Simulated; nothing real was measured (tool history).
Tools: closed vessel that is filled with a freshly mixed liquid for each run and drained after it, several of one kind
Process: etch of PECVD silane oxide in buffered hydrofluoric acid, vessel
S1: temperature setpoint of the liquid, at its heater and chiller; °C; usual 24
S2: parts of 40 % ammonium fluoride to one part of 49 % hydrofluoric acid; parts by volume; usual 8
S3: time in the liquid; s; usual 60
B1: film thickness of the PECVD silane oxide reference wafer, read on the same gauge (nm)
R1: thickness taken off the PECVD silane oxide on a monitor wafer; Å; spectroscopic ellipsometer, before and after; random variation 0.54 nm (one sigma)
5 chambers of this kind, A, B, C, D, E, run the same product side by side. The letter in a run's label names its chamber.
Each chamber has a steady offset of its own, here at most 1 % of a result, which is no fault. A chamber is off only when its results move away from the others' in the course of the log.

run,hour,S1,S2,S3,B1,R1
1A,4.4,24,8,60,99.985,1499.4
2D,13.3,24,8,60,99.971,1485.6
3B,21.5,24,8,60,100.03,1504.9
4C,29.6,24,8,60,100,1491.2
5E,37.3,24,8,60,99.974,1496
6B,46.8,24,8,60,99.991,1502.7
7D,56.7,24,5.5,95,99.994,3345.4
8A,61.6,24,5.5,95,100.01,3373.7
9C,69.7,24,5.5,95,99.981,3355
10E,73.9,24,5.5,95,99.984,3337.8
11B,81.9,24,5.5,95,99.988,3376.6
12D,88.1,24,8,60,99.999,1480.4
13E,96,24,8,60,99.976,1480.1
14C,101.1,27,8,60,100.02,1756.1
15A,107.3,27,8,60,100.01,1754.4
16E,114.1,27,8,60,99.994,1750.5
17B,123.1,27,8,60,99.979,1775.5
18A,132.3,27,8,60,99.971,1759.6
19C,139.2,24,8,60,100.01,1488.9
20D,148.5,24,8,60,100.02,1488.4
21C,153.4,24,8,60,99.992,1511.4
# hour 157.9: chamber D: thermometer replaced
22A,160.5,24,8,60,99.991,1501.7
23B,169.7,24,8,60,99.992,1518.6
24D,175.8,24,8,60,100.02,1484.8
25E,185.6,24,8,60,99.996,1501.6
26B,192.4,24,8,60,99.983,1529.5
27C,198.3,24,8,60,100,1500.7
28A,204.9,24,8,60,99.978,1502.4
# hour 211.6: chamber A: hydrofluoric acid flow meter replaced
29D,214.2,24,8,60,100.01,1481.9
30E,220.4,24,8,60,100,1490.9
31D,229.2,24,8,60,99.995,1495.5
32E,235.7,24,8,60,99.985,1482.4
33C,244.1,21,6,60,99.972,1676.4
34A,253,21,6,60,99.993,1684.5
35B,258.2,21,6,60,99.981,1695.9
36D,264.7,21,6,60,99.989,1672.7

All 5 chambers run these settings next. Forecast each chamber's results:
37A,271.7,24,8,60,,?
37B,271.7,24,8,60,,?
37C,271.7,24,8,60,,?
37D,271.7,24,8,60,,?
37E,271.7,24,8,60,,?

run,R1
37A,1506
37B,1537.3
37C,1500.5
37D,1481.7
37E,1494.4

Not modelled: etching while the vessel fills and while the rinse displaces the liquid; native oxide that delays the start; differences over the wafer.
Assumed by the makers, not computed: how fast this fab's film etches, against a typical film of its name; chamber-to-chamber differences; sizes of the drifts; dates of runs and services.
